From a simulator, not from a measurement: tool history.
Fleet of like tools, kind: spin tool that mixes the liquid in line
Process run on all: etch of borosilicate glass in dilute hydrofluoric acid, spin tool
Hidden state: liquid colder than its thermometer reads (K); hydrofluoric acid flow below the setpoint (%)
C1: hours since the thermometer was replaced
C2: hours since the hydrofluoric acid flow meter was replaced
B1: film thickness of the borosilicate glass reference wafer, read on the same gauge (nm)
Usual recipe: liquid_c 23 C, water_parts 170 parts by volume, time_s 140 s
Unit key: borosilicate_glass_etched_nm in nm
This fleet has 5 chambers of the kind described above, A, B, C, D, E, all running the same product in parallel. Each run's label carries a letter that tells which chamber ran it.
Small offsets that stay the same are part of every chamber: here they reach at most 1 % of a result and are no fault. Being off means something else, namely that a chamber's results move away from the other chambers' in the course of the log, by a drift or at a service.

{"run": "1D", "hour": 8.3, "liquid_c": 23, "water_parts": 170, "time_s": 140, "C1": 692.9, "C2": 12, "B1": 79.951, "borosilicate_glass_etched_nm": 24.012}
{"run": "2A", "hour": 15.7, "liquid_c": 23, "water_parts": 170, "time_s": 140, "C1": 1249.7, "C2": 1149, "B1": 79.981, "borosilicate_glass_etched_nm": 24.223}
{"run": "3B", "hour": 24.4, "liquid_c": 23, "water_parts": 170, "time_s": 140, "C1": 123.9, "C2": 742.8, "B1": 80.027, "borosilicate_glass_etched_nm": 24.119}
{"run": "4E", "hour": 34.6, "liquid_c": 23, "water_parts": 170, "time_s": 140, "C1": 77.9, "C2": 1841.8, "B1": 80.002, "borosilicate_glass_etched_nm": 23.946}
{"run": "5C", "hour": 44.6, "liquid_c": 23, "water_parts": 170, "time_s": 140, "C1": 776.2, "C2": 1782.9, "B1": 80, "borosilicate_glass_etched_nm": 24.302}
{"run": "6A", "hour": 52.3, "liquid_c": 27.5, "water_parts": 170, "time_s": 140, "C1": 1286.3, "C2": 1185.6, "B1": 80.015, "borosilicate_glass_etched_nm": 28.808}
{"run": "7C", "hour": 60.7, "liquid_c": 27.5, "water_parts": 170, "time_s": 140, "C1": 792.3, "C2": 1799, "B1": 79.987, "borosilicate_glass_etched_nm": 28.295}
{"run": "8B", "hour": 69.6, "liquid_c": 27.5, "water_parts": 170, "time_s": 140, "C1": 169.1, "C2": 788, "B1": 79.999, "borosilicate_glass_etched_nm": 28.015}
{"run": "9E", "hour": 77.0, "liquid_c": 27.5, "water_parts": 170, "time_s": 140, "C1": 120.3, "C2": 1884.2, "B1": 79.981, "borosilicate_glass_etched_nm": 28.043}
{"run": "10D", "hour": 88.4, "liquid_c": 27.5, "water_parts": 170, "time_s": 140, "C1": 773, "C2": 92.1, "B1": 79.97, "borosilicate_glass_etched_nm": 28.609}
{"run": "11D", "hour": 98.2, "liquid_c": 23, "water_parts": 170, "time_s": 140, "C1": 782.8, "C2": 101.9, "B1": 79.995, "borosilicate_glass_etched_nm": 24.441}
{"run": "12A", "hour": 110.8, "liquid_c": 23, "water_parts": 170, "time_s": 140, "C1": 1344.8, "C2": 1244.1, "B1": 79.976, "borosilicate_glass_etched_nm": 24.093}
{"run": "13C", "hour": 117.0, "liquid_c": 23, "water_parts": 170, "time_s": 140, "C1": 848.6, "C2": 1855.3, "B1": 79.974, "borosilicate_glass_etched_nm": 24.011}
{"run": "14E", "hour": 130.9, "liquid_c": 23, "water_parts": 170, "time_s": 140, "C1": 174.2, "C2": 1938.1, "B1": 79.973, "borosilicate_glass_etched_nm": 23.952}
{"run": "15B", "hour": 140.1, "liquid_c": 23, "water_parts": 210, "time_s": 90, "C1": 239.6, "C2": 858.5, "B1": 79.937, "borosilicate_glass_etched_nm": 11.921}
{"hour": 150.6, "done": "chamber E: hydrofluoric acid flow meter replaced"}
{"run": "16A", "hour": 151.0, "liquid_c": 23, "water_parts": 210, "time_s": 90, "C1": 1385, "C2": 1284.3, "B1": 80.002, "borosilicate_glass_etched_nm": 11.956}
{"run": "17D", "hour": 159.5, "liquid_c": 23, "water_parts": 210, "time_s": 90, "C1": 844.1, "C2": 163.2, "B1": 80.013, "borosilicate_glass_etched_nm": 12.276}
{"run": "18B", "hour": 172.9, "liquid_c": 23, "water_parts": 210, "time_s": 90, "C1": 272.4, "C2": 891.3, "B1": 80.021, "borosilicate_glass_etched_nm": 11.853}
{"run": "19E", "hour": 179.4, "liquid_c": 23, "water_parts": 210, "time_s": 90, "C1": 222.7, "C2": 28.9, "B1": 79.977, "borosilicate_glass_etched_nm": 11.96}
{"run": "20C", "hour": 188.4, "liquid_c": 20, "water_parts": 170, "time_s": 80, "C1": 920, "C2": 1926.7, "B1": 80.034, "borosilicate_glass_etched_nm": 12.164}
{"run": "21B", "hour": 200.0, "liquid_c": 20, "water_parts": 170, "time_s": 80, "C1": 299.5, "C2": 918.4, "B1": 80.001, "borosilicate_glass_etched_nm": 12.15}
{"run": "22C", "hour": 211.3, "liquid_c": 20, "water_parts": 170, "time_s": 80, "C1": 942.9, "C2": 1949.6, "B1": 79.995, "borosilicate_glass_etched_nm": 12.053}
{"run": "23E", "hour": 224.4, "liquid_c": 20, "water_parts": 170, "time_s": 80, "C1": 267.7, "C2": 73.9, "B1": 79.986, "borosilicate_glass_etched_nm": 12.103}
{"run": "24A", "hour": 236.2, "liquid_c": 20, "water_parts": 170, "time_s": 80, "C1": 1470.2, "C2": 1369.5, "B1": 79.957, "borosilicate_glass_etched_nm": 12.309}
{"run": "25D", "hour": 246.9, "liquid_c": 23, "water_parts": 170, "time_s": 140, "C1": 931.5, "C2": 250.6, "B1": 79.962, "borosilicate_glass_etched_nm": 24.266}
{"run": "26E", "hour": 259.5, "liquid_c": 23, "water_parts": 170, "time_s": 65, "C1": 302.8, "C2": 109, "B1": 80.021, "borosilicate_glass_etched_nm": 11.199}
{"run": "27B", "hour": 271.7, "liquid_c": 23, "water_parts": 170, "time_s": 65, "C1": 371.2, "C2": 990.1, "B1": 80.004, "borosilicate_glass_etched_nm": 11.307}
{"hour": 272.2, "done": "chamber A: thermometer replaced"}
{"run": "28D", "hour": 280.8, "liquid_c": 23, "water_parts": 170, "time_s": 65, "C1": 965.4, "C2": 284.5, "B1": 79.964, "borosilicate_glass_etched_nm": 11.259}
{"run": "29C", "hour": 290.8, "liquid_c": 23, "water_parts": 170, "time_s": 65, "C1": 1022.4, "C2": 2029.1, "B1": 79.964, "borosilicate_glass_etched_nm": 10.802}
{"run": "30A", "hour": 298.2, "liquid_c": 23, "water_parts": 170, "time_s": 65, "C1": 26, "C2": 1431.5, "B1": 80.033, "borosilicate_glass_etched_nm": 11.077}
{"run": "31D", "hour": 312.4, "liquid_c": 23, "water_parts": 170, "time_s": 140, "C1": 997, "C2": 316.1, "B1": 79.976, "borosilicate_glass_etched_nm": 24.255}
{"run": "32E", "hour": 321.1, "liquid_c": 23, "water_parts": 170, "time_s": 140, "C1": 364.4, "C2": 170.6, "B1": 80.015, "borosilicate_glass_etched_nm": 23.879}
{"run": "33A", "hour": 331.7, "liquid_c": 23, "water_parts": 170, "time_s": 140, "C1": 59.5, "C2": 1465, "B1": 80.024, "borosilicate_glass_etched_nm": 24.284}
{"run": "34C", "hour": 341.1, "liquid_c": 23, "water_parts": 170, "time_s": 140, "C1": 1072.7, "C2": 2079.4, "B1": 80.01, "borosilicate_glass_etched_nm": 22.856}
{"run": "35B", "hour": 353.8, "liquid_c": 23, "water_parts": 170, "time_s": 140, "C1": 453.3, "C2": 1072.2, "B1": 80.015, "borosilicate_glass_etched_nm": 24.256}
{"run": "36E", "hour": 366.4, "liquid_c": 23, "water_parts": 170, "time_s": 140, "C1": 409.7, "C2": 215.9, "B1": 79.979, "borosilicate_glass_etched_nm": 23.961}
{"run": "37D", "hour": 373.9, "liquid_c": 23, "water_parts": 170, "time_s": 140, "C1": 1058.5, "C2": 377.6, "B1": 80.019, "borosilicate_glass_etched_nm": 24.308}
{"run": "38B", "hour": 383.6, "liquid_c": 23, "water_parts": 170, "time_s": 190, "C1": 483.1, "C2": 1102, "B1": 79.99, "borosilicate_glass_etched_nm": 32.639}
{"run": "39C", "hour": 390.8, "liquid_c": 23, "water_parts": 170, "time_s": 190, "C1": 1122.4, "C2": 2129.1, "B1": 79.967, "borosilicate_glass_etched_nm": 31.281}
{"run": "40A", "hour": 401.0, "liquid_c": 23, "water_parts": 170, "time_s": 190, "C1": 128.8, "C2": 1534.3, "B1": 79.97, "borosilicate_glass_etched_nm": 32.712}
{"run": "41D", "hour": 414.7, "liquid_c": 23, "water_parts": 170, "time_s": 190, "C1": 1099.3, "C2": 418.4, "B1": 80.011, "borosilicate_glass_etched_nm": 33.056}
{"run": "42E", "hour": 425.3, "liquid_c": 23, "water_parts": 170, "time_s": 190, "C1": 468.6, "C2": 274.8, "B1": 79.978, "borosilicate_glass_etched_nm": 32.901}

Is one chamber off against the others, does the gauge drift, or is nothing wrong? If a chamber is off, say which, and what the likeliest cause is.

One chamber, C, drifts off from the rest bit by bit.
Most likely cause: liquid colder than its thermometer reads (K) = 1.66.
The log may not tell that from: hydrofluoric acid flow below the setpoint (%).

Which of the 4 candidates below, each the usual settings with something changed and its results left as question marks, puts chamber C back in line with what the other chambers give on the usual settings?
In line here means within this much of the mean the other chambers give on the usual settings: borosilicate_glass_etched_nm 0.51 nm
{"run": "43C-1", "hour": 435.5, "liquid_c": 23, "water_parts": 160, "time_s": 140, "borosilicate_glass_etched_nm": "?"}
{"run": "43C-2", "hour": 435.5, "liquid_c": 26, "water_parts": 170, "time_s": 140, "borosilicate_glass_etched_nm": "?"}
{"run": "43C-3", "hour": 435.5, "liquid_c": 22.5, "water_parts": 185, "time_s": 140, "borosilicate_glass_etched_nm": "?"}
{"run": "43C-4", "hour": 435.5, "liquid_c": 23, "water_parts": 180, "time_s": 140, "borosilicate_glass_etched_nm": "?"}

The mean the other chambers reach with the usual settings: borosilicate_glass_etched_nm 24.116 nm
run=43C-1 borosilicate_glass_etched_nm=24.288
run=43C-2 borosilicate_glass_etched_nm=25.422
run=43C-3 borosilicate_glass_etched_nm=20.098
run=43C-4 borosilicate_glass_etched_nm=21.162
The answer is 43C-1, which returns the chamber to within the allowed miss of the others.

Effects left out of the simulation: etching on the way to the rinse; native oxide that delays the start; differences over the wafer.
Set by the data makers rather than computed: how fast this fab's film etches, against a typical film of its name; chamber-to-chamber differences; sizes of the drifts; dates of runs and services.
